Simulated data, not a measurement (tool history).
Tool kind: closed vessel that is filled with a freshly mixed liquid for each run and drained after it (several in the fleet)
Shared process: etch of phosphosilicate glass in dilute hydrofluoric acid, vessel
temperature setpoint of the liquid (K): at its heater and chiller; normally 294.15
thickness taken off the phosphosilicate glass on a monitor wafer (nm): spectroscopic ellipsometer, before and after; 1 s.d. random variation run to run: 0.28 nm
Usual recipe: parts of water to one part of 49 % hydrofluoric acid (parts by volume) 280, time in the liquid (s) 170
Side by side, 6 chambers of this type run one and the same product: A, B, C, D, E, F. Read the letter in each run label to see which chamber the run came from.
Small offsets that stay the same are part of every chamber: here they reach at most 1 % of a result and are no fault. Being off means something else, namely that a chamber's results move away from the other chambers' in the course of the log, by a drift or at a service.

run,day,temperature setpoint of the liquid (K),parts of water to one part of 49 % hydrofluoric acid (parts by volume),time in the liquid (s),"read-back film thickness of the phosphosilicate glass reference wafer, read on the same gauge (nm)",thickness taken off the phosphosilicate glass on a monitor wafer (nm)
1A,0.254,294.15,280,170,50.011,41.327
2C,0.429,294.15,280,170,50.022,40.870
3D,0.638,294.15,280,170,49.997,41.314
4E,0.775,294.15,280,170,49.972,41.746
5F,0.917,294.15,280,170,50.023,41.154
6B,1.133,294.15,280,170,50.029,41.301
7E,1.433,294.15,280,170,49.962,41.122
8B,1.583,294.15,280,170,49.988,41.301
9D,1.775,294.15,280,170,50.031,40.945
10F,1.979,294.15,280,170,49.982,41.105
11C,2.171,294.15,280,170,50.041,41.639
12A,2.442,294.15,280,170,49.995,41.403
13B,2.592,294.15,280,170,49.985,41.140
14C,2.888,294.15,280,170,49.983,41.675
15E,3.062,294.15,280,170,50.038,41.561
16D,3.338,296.15,280,260,50.012,67.625
17F,3.621,296.15,280,260,50.008,66.946
18A,3.879,296.15,280,260,50.003,67.487
19E,4.104,296.15,280,260,50.008,68.824
20F,4.383,296.15,280,260,50.023,66.782
21C,4.596,296.15,280,260,49.997,67.818
22B,4.871,294.15,280,170,50.008,41.968
23A,5.046,294.15,280,170,50.035,41.730
24D,5.254,299.15,280,170,49.985,49.447
25F,5.442,299.15,280,170,49.973,48.560
26D,5.600,299.15,280,170,50.017,49.609
27E,5.842,299.15,280,170,50.002,49.766
28C,6.054,299.15,280,170,50.013,48.980
29A,6.242,299.15,280,170,49.994,49.465
30B,6.379,294.15,280,170,50.003,42.207
31B,6.642,294.15,280,170,49.992,42.435
32D,6.788,294.15,280,170,50.010,41.246
33A,7.054,294.15,280,170,49.986,41.670
34C,7.267,294.15,280,170,49.997,41.570
35F,7.421,294.15,280,170,50.005,41.293
36E,7.567,294.15,280,170,49.991,42.281
37F,7.858,294.15,280,170,49.996,41.456
38D,8.088,294.15,280,170,50.021,41.217

For the next run the whole fleet of 6 chambers uses the same settings. Give each chamber's results:
39A,8.308,294.15,280,170,,?
39B,8.308,294.15,280,170,,?
39C,8.308,294.15,280,170,,?
39D,8.308,294.15,280,170,,?
39E,8.308,294.15,280,170,,?
39F,8.308,294.15,280,170,,?

run,thickness taken off the phosphosilicate glass on a monitor wafer (nm)
39A,40.926
39B,42.565
39C,41.411
39D,41.608
39E,41.470
39F,41.312

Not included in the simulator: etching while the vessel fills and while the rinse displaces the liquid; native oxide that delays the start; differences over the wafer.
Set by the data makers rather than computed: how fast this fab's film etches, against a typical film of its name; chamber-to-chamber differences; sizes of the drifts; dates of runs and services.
